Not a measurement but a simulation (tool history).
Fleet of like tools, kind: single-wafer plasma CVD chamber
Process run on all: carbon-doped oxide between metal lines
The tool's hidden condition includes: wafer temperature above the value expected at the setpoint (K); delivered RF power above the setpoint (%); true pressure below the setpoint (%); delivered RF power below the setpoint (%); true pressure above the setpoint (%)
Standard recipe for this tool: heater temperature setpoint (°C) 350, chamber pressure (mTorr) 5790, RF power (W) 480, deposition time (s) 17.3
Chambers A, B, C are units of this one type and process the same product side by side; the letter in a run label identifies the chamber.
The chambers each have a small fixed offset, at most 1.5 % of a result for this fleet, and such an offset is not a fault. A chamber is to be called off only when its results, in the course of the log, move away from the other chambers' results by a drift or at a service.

run   hour  heater temperature setpoint (°C)  chamber pressure (mTorr)  RF power (W)  deposition time (s)  hours since the last thermocouple change  hours since the last RF generator calibration  hours since the last manometer calibration  read-back reference wafer on the same gauge, thickness_nm  mean film thickness on the monitor wafer (angstrom)
 1A    9.9                               350                      5790           480                 17.3                                    1016.2                                          731.0                                      1282.3                                                     79.211                                               872.25
 2B   19.2                               350                      5790           480                 17.3                                     446.4                                          430.2                                      1052.5                                                     79.193                                               889.68
      20.9  -- chamber C: capacitance manometer re-zeroed and calibrated
 3C   24.7                               350                      5790           480                 17.3                                      41.7                                          156.8                                         3.8                                                     79.164                                               880.39
 4C   30.2                               350                      5790           480                 17.3                                      47.2                                          162.3                                         9.3                                                     79.184                                               880.97
 5B   37.4                               350                      5790           480                 17.3                                     464.6                                          448.4                                      1070.7                                                     79.214                                               889.12
 6A   49.3                               350                      5790           480                 20.5                                    1055.6                                          770.4                                      1321.7                                                     79.208                                              1032.90
 7A   55.6                               350                      5790           480                 20.5                                    1061.9                                          776.7                                      1328.0                                                     79.175                                              1031.10
 8B   66.7                               350                      5790           480                 20.5                                     493.9                                          477.7                                      1100.0                                                     79.161                                              1046.60
 9C   73.0                               350                      5790           480                 17.3                                      90.0                                          205.1                                        52.1                                                     79.276                                               878.63
10A   80.2                               350                      5790           480                 17.3                                    1086.5                                          801.3                                      1352.6                                                     79.232                                               877.42
11C   85.9                               350                      5790           480                 17.3                                     102.9                                          218.0                                        65.0                                                     79.150                                               884.03
12B   97.8                               350                      5790           480                 17.3                                     525.0                                          508.8                                      1131.1                                                     79.180                                               885.50
13B  105.0                               345                      5790           480                 17.3                                     532.2                                          516.0                                      1138.3                                                     79.230                                               899.14
14C  110.9                               345                      5790           480                 17.3                                     127.9                                          243.0                                        90.0                                                     79.173                                               895.85
15A  117.8                               345                      5790           480                 17.3                                    1124.1                                          838.9                                      1390.2                                                     79.215                                               886.14
16B  127.6                               350                      5790           480                 17.3                                     554.8                                          538.6                                      1160.9                                                     79.254                                               888.58
17C  134.7                               350                      5790           480                 17.3                                     151.7                                          266.8                                       113.8                                                     79.204                                               879.90
18A  141.7                               350                      5790           480                 17.3                                    1148.0                                          862.8                                      1414.1                                                     79.239                                               872.98
19B  149.7                               350                      5790           480                 17.3                                     576.9                                          560.7                                      1183.0                                                     79.242                                               883.05
20A  158.8                               350                      5790           480                 17.3                                    1165.1                                          879.9                                      1431.2                                                     79.200                                               870.54
21C  169.4                               350                      5790           480                 17.3                                     186.4                                          301.5                                       148.5                                                     79.204                                               884.71
22A  176.4                               337                      5790           480                 20.2                                    1182.7                                          897.5                                      1448.8                                                     79.176                                              1062.10
     183.0  -- chamber A: capacitance manometer re-zeroed and calibrated
23B  185.7                               337                      5790           480                 20.2                                     612.9                                          596.7                                      1219.0                                                     79.180                                              1072.50
24C  192.2                               337                      5790           480                 20.2                                     209.2                                          324.3                                       171.3                                                     79.220                                              1066.90
25C  201.2                               350                      5790           480                 17.3                                     218.2                                          333.3                                       180.3                                                     79.217                                               884.13
26B  208.3                               350                      5790           480                 17.3                                     635.5                                          619.3                                      1241.6                                                     79.233                                               884.29
27A  218.0                               350                      5790           480                 17.3                                    1224.3                                          939.1                                        35.0                                                     79.186                                               872.47
28A  223.5                               350                      5790           480                 17.3                                    1229.8                                          944.6                                        40.5                                                     79.168                                               872.31
29C  229.2                               350                      5790           480                 17.3                                     246.2                                          361.3                                       208.3                                                     79.206                                               877.82
30B  240.1                               350                      5790           480                 17.3                                     667.3                                          651.1                                      1273.4                                                     79.253                                               886.18
31C  247.5                               350                      5790           480                 17.3                                     264.5                                          379.6                                       226.6                                                     79.226                                               880.10
32A  253.4                               350                      5790           480                 17.3                                    1259.7                                          974.5                                        70.4                                                     79.222                                               872.11
33B  263.8                               350                      5790           480                 14.8                                     691.0                                          674.8                                      1297.1                                                     79.241                                               757.81
34A  275.8                               350                      5790           480                 14.8                                    1282.1                                          996.9                                        92.8                                                     79.196                                               747.14
35C  281.4                               350                      5790           480                 14.8                                     298.4                                          413.5                                       260.5                                                     79.184                                               761.05
36B  292.7                               350                      5790           480                 17.3                                     719.9                                          703.7                                      1326.0                                                     79.245                                               883.54
37A  299.2                               350                      5790           390                 15.4                                    1305.5                                         1020.3                                       116.2                                                     79.217                                               667.34
38B  309.1                               350                      5790           390                 15.4                                     736.3                                          720.1                                      1342.4                                                     79.191                                               686.37
39C  320.7                               350                      5790           390                 15.4                                     337.7                                          452.8                                       299.8                                                     79.194                                               676.70
40A  330.8                               350                      5790           480                 17.3                                    1337.1                                         1051.9                                       147.8                                                     79.215                                               877.86
41B  339.0                               350                      5790           480                 17.3                                     766.2                                          750.0                                      1372.3                                                     79.211                                               885.75
42C  349.2                               350                      5790           480                 17.3                                     366.2                                          481.3                                       328.3                                                     79.260                                               884.24
43A  354.5                               350                      5790           480                 17.3                                    1360.8                                         1075.6                                       171.5                                                     79.251                                               867.97
44C  360.0                               350                      5790           480                 17.3                                     377.0                                          492.1                                       339.1                                                     79.237                                               882.01

Which is it: a chamber that has drifted or been left off by a service, a gauge drift common to all chambers, or only each chamber's usual small offset? If a chamber is off, name it and its likeliest cause.

Beyond each chamber's small constant offset nothing stands out, and the gauge stays steady.
